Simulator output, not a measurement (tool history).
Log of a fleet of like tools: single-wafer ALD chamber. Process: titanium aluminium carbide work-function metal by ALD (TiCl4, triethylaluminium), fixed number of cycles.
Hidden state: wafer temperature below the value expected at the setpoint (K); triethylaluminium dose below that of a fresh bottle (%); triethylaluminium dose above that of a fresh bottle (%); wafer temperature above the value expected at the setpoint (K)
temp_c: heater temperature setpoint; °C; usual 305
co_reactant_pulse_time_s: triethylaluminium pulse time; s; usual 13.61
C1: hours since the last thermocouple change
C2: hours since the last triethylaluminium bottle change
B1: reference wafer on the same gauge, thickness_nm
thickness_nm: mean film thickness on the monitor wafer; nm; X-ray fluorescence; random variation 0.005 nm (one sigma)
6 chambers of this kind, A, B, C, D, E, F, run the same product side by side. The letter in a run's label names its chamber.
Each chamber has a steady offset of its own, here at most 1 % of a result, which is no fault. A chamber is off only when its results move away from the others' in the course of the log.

{"run": "1A", "day": 0.283, "temp_c": 305, "co_reactant_pulse_time_s": 13.61, "C1": 163.8, "C2": 169.6, "B1": 1.8401, "thickness_nm": 2.0713}
{"run": "2E", "day": 0.621, "temp_c": 305, "co_reactant_pulse_time_s": 13.61, "C1": 998.1, "C2": 1024.1, "B1": 1.8396, "thickness_nm": 2.0959}
{"run": "3C", "day": 0.842, "temp_c": 305, "co_reactant_pulse_time_s": 13.61, "C1": 729.0, "C2": 975.6, "B1": 1.8394, "thickness_nm": 2.0803}
{"run": "4F", "day": 1.175, "temp_c": 305, "co_reactant_pulse_time_s": 13.61, "C1": 29.4, "C2": 328.1, "B1": 1.8394, "thickness_nm": 2.0908}
{"run": "5D", "day": 1.496, "temp_c": 305, "co_reactant_pulse_time_s": 13.61, "C1": 1929.4, "C2": 229.3, "B1": 1.839, "thickness_nm": 2.086}
{"run": "6B", "day": 1.804, "temp_c": 305, "co_reactant_pulse_time_s": 13.61, "C1": 58.8, "C2": 419.7, "B1": 1.8417, "thickness_nm": 2.1011}
{"run": "7E", "day": 2.104, "temp_c": 305, "co_reactant_pulse_time_s": 10.31, "C1": 1033.7, "C2": 1059.7, "B1": 1.8406, "thickness_nm": 2.0638}
{"run": "8C", "day": 2.425, "temp_c": 305, "co_reactant_pulse_time_s": 10.31, "C1": 767.0, "C2": 1013.6, "B1": 1.8401, "thickness_nm": 2.0311}
{"run": "9D", "day": 2.6, "temp_c": 305, "co_reactant_pulse_time_s": 10.31, "C1": 1955.9, "C2": 255.8, "B1": 1.8394, "thickness_nm": 2.0458}
{"run": "10F", "day": 2.812, "temp_c": 305, "co_reactant_pulse_time_s": 10.31, "C1": 68.7, "C2": 367.4, "B1": 1.8399, "thickness_nm": 2.04}
{"run": "11B", "day": 3.112, "temp_c": 305, "co_reactant_pulse_time_s": 10.31, "C1": 90.2, "C2": 451.1, "B1": 1.8414, "thickness_nm": 2.049}
{"run": "12A", "day": 3.308, "temp_c": 305, "co_reactant_pulse_time_s": 10.31, "C1": 236.4, "C2": 242.2, "B1": 1.839, "thickness_nm": 2.0385}
{"run": "13E", "day": 3.654, "temp_c": 305, "co_reactant_pulse_time_s": 13.61, "C1": 1070.9, "C2": 1096.9, "B1": 1.8403, "thickness_nm": 2.1035}
{"run": "14D", "day": 3.821, "temp_c": 305, "co_reactant_pulse_time_s": 13.61, "C1": 1985.2, "C2": 285.1, "B1": 1.8397, "thickness_nm": 2.093}
{"run": "15B", "day": 3.975, "temp_c": 305, "co_reactant_pulse_time_s": 13.61, "C1": 110.9, "C2": 471.8, "B1": 1.8393, "thickness_nm": 2.0917}
{"run": "16A", "day": 4.142, "temp_c": 305, "co_reactant_pulse_time_s": 13.61, "C1": 256.4, "C2": 262.2, "B1": 1.8398, "thickness_nm": 2.0823}
{"run": "17F", "day": 4.454, "temp_c": 298, "co_reactant_pulse_time_s": 16.69, "C1": 108.1, "C2": 406.8, "B1": 1.8404, "thickness_nm": 2.0361}
{"run": "18C", "day": 4.612, "temp_c": 298, "co_reactant_pulse_time_s": 16.69, "C1": 819.5, "C2": 1066.1, "B1": 1.8393, "thickness_nm": 2.0293}
{"run": "19F", "day": 4.808, "temp_c": 298, "co_reactant_pulse_time_s": 16.69, "C1": 116.6, "C2": 415.3, "B1": 1.8397, "thickness_nm": 2.0247}
{"run": "20A", "day": 5.008, "temp_c": 298, "co_reactant_pulse_time_s": 16.69, "C1": 277.2, "C2": 283.0, "B1": 1.8413, "thickness_nm": 2.0204}
{"run": "21C", "day": 5.333, "temp_c": 298, "co_reactant_pulse_time_s": 16.69, "C1": 836.8, "C2": 1083.4, "B1": 1.8392, "thickness_nm": 2.0253}
{"run": "22D", "day": 5.496, "temp_c": 298, "co_reactant_pulse_time_s": 16.69, "C1": 2025.4, "C2": 325.3, "B1": 1.8394, "thickness_nm": 2.0469}
{"run": "23B", "day": 5.658, "temp_c": 305, "co_reactant_pulse_time_s": 13.61, "C1": 151.3, "C2": 512.2, "B1": 1.8403, "thickness_nm": 2.0903}
{"run": "24E", "day": 5.938, "temp_c": 305, "co_reactant_pulse_time_s": 13.61, "C1": 1125.7, "C2": 1151.7, "B1": 1.8398, "thickness_nm": 2.1043}
{"run": "25E", "day": 6.088, "temp_c": 305, "co_reactant_pulse_time_s": 13.61, "C1": 1129.3, "C2": 1155.3, "B1": 1.8406, "thickness_nm": 2.1026}
{"run": "26B", "day": 6.246, "temp_c": 305, "co_reactant_pulse_time_s": 13.61, "C1": 165.4, "C2": 526.3, "B1": 1.8397, "thickness_nm": 2.096}
{"run": "27A", "day": 6.425, "temp_c": 305, "co_reactant_pulse_time_s": 13.61, "C1": 311.2, "C2": 317.0, "B1": 1.84, "thickness_nm": 2.0654}
{"run": "28D", "day": 6.688, "temp_c": 298, "co_reactant_pulse_time_s": 8.73, "C1": 2054.0, "C2": 353.9, "B1": 1.8391, "thickness_nm": 1.9497}
{"run": "29C", "day": 7.0, "temp_c": 298, "co_reactant_pulse_time_s": 8.73, "C1": 876.8, "C2": 1123.4, "B1": 1.8405, "thickness_nm": 1.9288}
{"run": "30F", "day": 7.304, "temp_c": 298, "co_reactant_pulse_time_s": 8.73, "C1": 176.5, "C2": 475.2, "B1": 1.8393, "thickness_nm": 1.9326}
{"run": "31E", "day": 7.454, "temp_c": 298, "co_reactant_pulse_time_s": 8.73, "C1": 1162.1, "C2": 1188.1, "B1": 1.8391, "thickness_nm": 1.9537}
{"run": "32F", "day": 7.629, "temp_c": 298, "co_reactant_pulse_time_s": 8.73, "C1": 184.3, "C2": 483.0, "B1": 1.8405, "thickness_nm": 1.9253}
{"run": "33B", "day": 7.954, "temp_c": 298, "co_reactant_pulse_time_s": 8.73, "C1": 206.4, "C2": 567.3, "B1": 1.8404, "thickness_nm": 1.9465}
{"run": "34D", "day": 8.238, "temp_c": 305, "co_reactant_pulse_time_s": 13.61, "C1": 2091.2, "C2": 391.1, "B1": 1.8409, "thickness_nm": 2.0903}
{"run": "35A", "day": 8.454, "temp_c": 305, "co_reactant_pulse_time_s": 13.61, "C1": 359.9, "C2": 365.7, "B1": 1.8399, "thickness_nm": 2.0548}
{"run": "36C", "day": 8.658, "temp_c": 291, "co_reactant_pulse_time_s": 8.68, "C1": 916.6, "C2": 1163.2, "B1": 1.8403, "thickness_nm": 1.8584}
{"run": "37C", "day": 8.888, "temp_c": 291, "co_reactant_pulse_time_s": 8.68, "C1": 922.1, "C2": 1168.7, "B1": 1.8392, "thickness_nm": 1.8627}
{"run": "38D", "day": 9.171, "temp_c": 291, "co_reactant_pulse_time_s": 8.68, "C1": 2113.6, "C2": 413.5, "B1": 1.8394, "thickness_nm": 1.8723}
{"run": "39E", "day": 9.492, "temp_c": 291, "co_reactant_pulse_time_s": 8.68, "C1": 1211.0, "C2": 1237.0, "B1": 1.8397, "thickness_nm": 1.8901}

Is one chamber off against the others, does the gauge drift, or is nothing wrong? If a chamber is off, say which, and what the likeliest cause is.

Chamber A drifts away from the others.
Cause: triethylaluminium dose below that of a fresh bottle (%) = 20.5.
The log may not tell that from: wafer temperature below the value expected at the setpoint (K).

Here are 4 candidates for chamber A's next run, each the usual settings with a change, their results left as question marks. Which one brings its results back in line with what the others give on the usual settings?
In line means no further than this from the other chambers' mean on the usual settings: thickness_nm 0.0170 nm
{"run": "40A-1", "day": 9.742, "temp_c": 301, "co_reactant_pulse_time_s": 12.84, "thickness_nm": "?"}
{"run": "40A-2", "day": 9.742, "temp_c": 296, "co_reactant_pulse_time_s": 13.61, "thickness_nm": "?"}
{"run": "40A-3", "day": 9.742, "temp_c": 305, "co_reactant_pulse_time_s": 19.13, "thickness_nm": "?"}
{"run": "40A-4", "day": 9.742, "temp_c": 312, "co_reactant_pulse_time_s": 15.05, "thickness_nm": "?"}

The other chambers' mean on the usual settings: thickness_nm 2.0886 nm
run=40A-1 thickness_nm=1.9969
run=40A-2 thickness_nm=1.9642
run=40A-3 thickness_nm=2.0822
run=40A-4 thickness_nm=2.1224
40A-3 brings the chamber back in line.
